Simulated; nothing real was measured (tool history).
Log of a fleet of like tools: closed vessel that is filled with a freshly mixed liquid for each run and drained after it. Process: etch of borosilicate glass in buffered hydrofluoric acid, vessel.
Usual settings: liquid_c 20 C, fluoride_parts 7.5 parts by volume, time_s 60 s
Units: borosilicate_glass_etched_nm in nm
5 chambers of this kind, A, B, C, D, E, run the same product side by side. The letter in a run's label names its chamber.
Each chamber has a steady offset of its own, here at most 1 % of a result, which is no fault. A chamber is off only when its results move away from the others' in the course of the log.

run,hour,liquid_c,fluoride_parts,time_s,hours since the thermometer was replaced,hours since the hydrofluoric acid flow meter was replaced,"read-back film thickness of the borosilicate glass reference wafer, read on the same gauge (nm)",borosilicate_glass_etched_nm
1E,4,20,7.5,60,742.4,1580.7,120.07,78.617
2B,9.7,20,7.5,60,1207.7,1202.7,119.98,77.015
3C,13.5,20,7.5,60,564,17.3,119.96,76.599
4A,19.8,20,7.5,60,204.6,67.6,120,77.345
5D,23.6,24.5,8.5,60,2268,596.4,119.96,86.031
6A,30.3,24.5,8.5,60,215.1,78.1,119.99,85.771
7C,38.4,24.5,8.5,60,588.9,42.2,120.03,86.062
8D,43.4,24.5,8.5,60,2287.8,616.2,120,85.72
9E,51.1,24.5,8.5,60,789.5,1627.8,120.02,88.066
10B,58.5,20,7.5,60,1256.5,1251.5,120.03,78.984
11B,65,20,7.5,60,1263,1258,119.94,78.305
12E,68.9,20,7.5,60,807.3,1645.6,119.99,78.537
13A,77,20,7.5,60,261.8,124.8,120.04,77.568
14D,83.4,20,7.5,60,2327.8,656.2,120.03,78.099
15C,91.6,20,7.5,60,642.1,95.4,119.96,77.503
16C,97.5,20,7.5,60,648,101.3,120.01,77.241
17A,105.4,20,7.5,60,290.2,153.2,119.99,77.497
18B,112.3,20,7.5,60,1310.3,1305.3,119.98,78.805
19D,116.8,20,7.5,60,2361.2,689.6,120.02,78.185
20E,124.1,20,10.5,95,862.5,1700.8,119.98,91.769
21D,129.9,20,10.5,95,2374.3,702.7,120.03,89.672
22C,137.1,20,10.5,95,687.6,140.9,119.97,88.812
23E,143.1,20,10.5,95,881.5,1719.8,119.97,92.294
24B,150.4,20,10.5,95,1348.4,1343.4,120.01,90.712
25A,157.1,20,7.5,60,341.9,204.9,119.99,76.604
26B,162,20,7.5,60,1360,1355,120,77.839
27A,165.6,17,7.5,80,350.4,213.4,119.98,87.771
28E,170.3,17,7.5,80,908.7,1747,120.02,93.713
29C,175.9,17,7.5,80,726.4,179.7,120.03,86.699
30D,181,17,7.5,80,2425.4,753.8,120.01,88.564
31E,188.2,17,7.5,80,926.6,1764.9,119.97,93.655
32D,193.1,20,7.5,60,2437.5,765.9,119.98,77.693
33A,201.2,20,7.5,60,386,249,120,77.231

Is one chamber off against the others, does the gauge drift, or is nothing wrong? If a chamber is off, say which, and what the likeliest cause is.

Chamber E drifts away from the others.
Cause: liquid hotter than its thermometer reads (K) = 1.5.
The log may not tell that from: hydrofluoric acid flow above the setpoint (%).

Here are 4 candidates for chamber E's next run, each the usual settings with a change, their results left as question marks. Which one brings its results back in line with what the others give on the usual settings?
In line means no further than this from the other chambers' mean on the usual settings: borosilicate_glass_etched_nm 1.6 nm
34E-1,207,20,7.5,55,,,,?
34E-2,207,21.5,7.5,60,,,,?
34E-3,207,17.5,7.5,60,,,,?
34E-4,207,20,6.5,60,,,,?

The other chambers' mean on the usual settings: borosilicate_glass_etched_nm 77.613 nm
run,borosilicate_glass_etched_nm
34E-1,77.832
34E-2,92.145
34E-3,73.938
34E-4,98.208
34E-1 brings the chamber back in line.
